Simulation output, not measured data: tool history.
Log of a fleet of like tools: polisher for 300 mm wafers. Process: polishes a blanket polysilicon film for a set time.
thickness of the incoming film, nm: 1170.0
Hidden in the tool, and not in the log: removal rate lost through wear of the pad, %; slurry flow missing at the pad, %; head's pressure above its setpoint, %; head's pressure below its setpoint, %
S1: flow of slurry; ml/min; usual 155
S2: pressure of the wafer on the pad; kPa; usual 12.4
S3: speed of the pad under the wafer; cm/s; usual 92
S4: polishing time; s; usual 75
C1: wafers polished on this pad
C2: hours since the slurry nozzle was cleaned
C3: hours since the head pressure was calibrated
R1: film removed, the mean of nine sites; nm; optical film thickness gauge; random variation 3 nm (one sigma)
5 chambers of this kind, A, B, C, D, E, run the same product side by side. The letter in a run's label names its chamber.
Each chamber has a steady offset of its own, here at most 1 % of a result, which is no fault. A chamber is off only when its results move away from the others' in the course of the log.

run   hour   S1    S2  S3  S4    C1     C2      C3      R1
 1E    6.3  155  12.4  92  75  1127  107.4   238.4  437.01
       7.6  -- chamber E: worn pad replaced by a new one
 2C   14.3  155  12.4  92  75   438  745.2   854.7  432.51
 3A   19.3  155  12.4  92  75   187  202.4     272  435.59
      23.1  -- chamber B: worn pad replaced by a new one
 4B   25.3  155  12.4  92  75    18  234.9   720.2  433.81
 5D   30.1  155  12.4  92  75   466  619.2     816  428.34
 6E   37.6  155  12.4  92  75   251  138.7   269.7  433.64
 7A   43.3  155  12.4  92  75   388  226.4     296  434.33
 8B   48.4  155  16.5  92  75   211    258   743.3  573.28
 9C   52.4  155  16.5  92  75   756  783.3   892.8  572.99
10D   57.3  155  16.5  92  75   693  646.4   843.2  578.74
      58.6  -- chamber E: head pressure recalibrated
      58.7  -- chamber A: slurry nozzle cleaned
11E   65.1  155  16.5  92  75   481  166.2     6.6  581.16
      66.9  -- chamber D: slurry nozzle cleaned
12B   70.9  155  16.5  92  75   399  280.5   765.8  575.61
13C   77.1  155  12.4  92  75   963    808   917.5  429.12
14A   80.6  155  13.8  92  65   700   21.9   333.3  417.12
15D   85.1  155  13.8  92  65   926   18.3     871  415.31
      90.7  -- chamber C: worn pad replaced by a new one
16D   90.8  155  13.8  92  65   974     24   876.7  419.26
17C   97.2  155  13.8  92  65    54  828.1   937.6  413.06
     103.2  -- chamber A: worn pad replaced by a new one
18A  103.3  155  13.8  92  65     1   44.6     356  413.19
19E  110.5  155  12.4  92  75   861  211.6      52  434.45
     113.1  -- chamber D: worn pad replaced by a new one
20B  114.2  155  12.4  92  75   761  323.8   809.1  431.72
21B  118.6  155  12.4  92  75   798  328.2   813.5  428.99
22E  123.9  155  12.4  92  75   973    225    65.4  439.63
23C  128.4  155  12.4  92  75   315  859.3   968.8  428.94
24D  132.7  155  12.4  92  75   164   65.9   918.6  432.96
25A  139.4  155  12.4  92  75   303   80.7   392.1  436.48
     141.6  -- chamber B: head pressure recalibrated
     144.9  -- chamber E: worn pad replaced by a new one
26C  145.4  155  12.4  92  75   457  876.3   985.8  430.04
27D  150.8  155  12.4  92  75   315     84   936.7  430.42
28A  155.4  155   8.3  92  75   437   96.7   408.1   290.4
29B  159.7  155   8.3  92  75  1142  369.3    18.1  286.96
30E  164.7  155   8.3  92  75   165  265.8   106.2  289.51
31C    172  155   8.3  92  75   680  902.9  1012.4  287.49
32E    176  155   8.3  92  75   260  277.1   117.5  287.46
       180  -- chamber B: worn pad replaced by a new one
33D  182.6  155  15.2  92  75   581  115.8   968.5  530.56
34A  189.5  155  15.2  92  75   722  130.8   442.2  526.81
35B  195.2  155  15.2  92  75   127  404.8    53.6  528.88
     197.5  -- chamber C: head pressure recalibrated
36B  200.1  155  15.2  92  75   168  409.7    58.5  528.85
37E    207  155  15.2  92  75   519  308.1   148.5  532.73
       209  -- chamber A: worn pad replaced by a new one
38C    212  155  14.5  82  75  1014  942.9    14.6  444.63
39A  217.1  155  14.5  82  75    68  158.4   469.8  447.82

All 5 chambers run these settings next. Forecast each chamber's results:
40A  222.9  155  12.4  92  59               ?
40B  222.9  155  12.4  92  59               ?
40C  222.9  155  12.4  92  59               ?
40D  222.9  155  12.4  92  59               ?
40E  222.9  155  12.4  92  59               ?

run      R1
40A  342.18
40B  340.27
40C   339.3
40D  341.97
40E  342.48
